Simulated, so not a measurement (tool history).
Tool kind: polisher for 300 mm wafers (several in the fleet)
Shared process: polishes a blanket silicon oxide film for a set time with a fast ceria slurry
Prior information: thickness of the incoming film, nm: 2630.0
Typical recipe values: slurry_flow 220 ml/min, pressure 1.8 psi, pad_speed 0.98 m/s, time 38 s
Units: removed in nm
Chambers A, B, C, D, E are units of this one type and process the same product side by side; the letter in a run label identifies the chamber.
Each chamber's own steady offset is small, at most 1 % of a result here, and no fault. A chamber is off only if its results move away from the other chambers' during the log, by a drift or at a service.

run,hour,slurry_flow,pressure,pad_speed,time,removed
1D,2.9,220,1.8,0.98,38,358.56
# hour 5.2: chamber C: worn pad replaced by a new one
2C,7.2,220,1.8,0.98,38,347.34
3A,9.4,220,1.8,0.98,38,345.55
4B,13.8,220,1.8,0.98,38,351.14
5E,18.4,220,1.8,0.98,38,347.35
6C,22.0,220,1.8,0.98,38,346.67
7B,26.2,220,1.8,0.98,48,438.95
8E,30.5,220,1.8,0.98,48,441.25
# hour 31.5: chamber A: worn pad replaced by a new one
9D,32.9,220,1.8,0.98,48,445.12
10A,36.3,220,1.8,0.98,48,440.35
11E,40.2,220,1.8,0.98,48,431.08
12A,44.7,220,1.8,0.98,38,339.65
13B,49.0,220,1.8,0.98,38,349.36
# hour 49.4: chamber E: worn pad replaced by a new one
14D,51.8,220,1.8,1.28,26,318.95
15C,55.5,220,1.8,1.28,26,314.17
16D,57.9,220,1.8,1.28,26,317.35
17E,62.1,220,1.8,1.28,26,312.16
# hour 64.7: chamber B: slurry nozzle cleaned
# hour 64.8: chamber C: head pressure recalibrated
18A,65.6,220,1.8,1.28,26,310.78
19C,68.1,220,1.8,1.18,38,424.73
20B,72.0,220,1.8,1.18,38,418.86
# hour 72.7: chamber B: worn pad replaced by a new one
21D,75.8,220,1.8,1.18,38,417.60
22C,80.3,220,1.8,1.18,38,427.25
23E,83.1,220,1.8,1.18,38,421.90
24A,85.9,220,2.3,0.98,38,445.83
25B,88.3,220,2.3,0.98,38,446.64
26E,91.6,220,2.3,0.98,38,442.37
# hour 92.2: chamber C: worn pad replaced by a new one
27D,94.8,220,2.3,0.98,38,439.04
# hour 96.6: chamber A: worn pad replaced by a new one
28A,98.5,220,2.3,0.98,38,451.85
29B,100.6,220,1.8,0.98,38,350.30
# hour 103.3: chamber A: slurry nozzle cleaned
30C,104.8,220,1.8,0.98,38,349.00
31D,108.7,220,1.8,0.98,38,350.28
32C,111.2,220,1.8,0.98,38,345.44
# hour 112.8: chamber D: worn pad replaced by a new one
33E,114.5,220,1.8,0.98,38,349.37
34B,116.9,220,1.8,0.98,38,353.44
35A,118.9,220,1.8,0.98,38,347.51
36C,120.9,220,1.8,1.12,38,399.34
# hour 123.1: chamber E: worn pad replaced by a new one
37E,125.0,220,1.8,1.12,38,402.66
38B,127.4,220,1.8,1.12,38,390.67
39D,130.9,220,1.8,1.12,38,392.92
40A,135.3,220,1.8,1.12,38,389.11
41A,138.7,220,1.8,0.98,38,349.55

Predict what each chamber gives when all 5 of them run the settings below next.
42A,141.9,220,1.8,0.98,38,?
42B,141.9,220,1.8,0.98,38,?
42C,141.9,220,1.8,0.98,38,?
42D,141.9,220,1.8,0.98,38,?
42E,141.9,220,1.8,0.98,38,?

run,removed
42A,354.84
42B,341.52
42C,349.30
42D,357.09
42E,352.48

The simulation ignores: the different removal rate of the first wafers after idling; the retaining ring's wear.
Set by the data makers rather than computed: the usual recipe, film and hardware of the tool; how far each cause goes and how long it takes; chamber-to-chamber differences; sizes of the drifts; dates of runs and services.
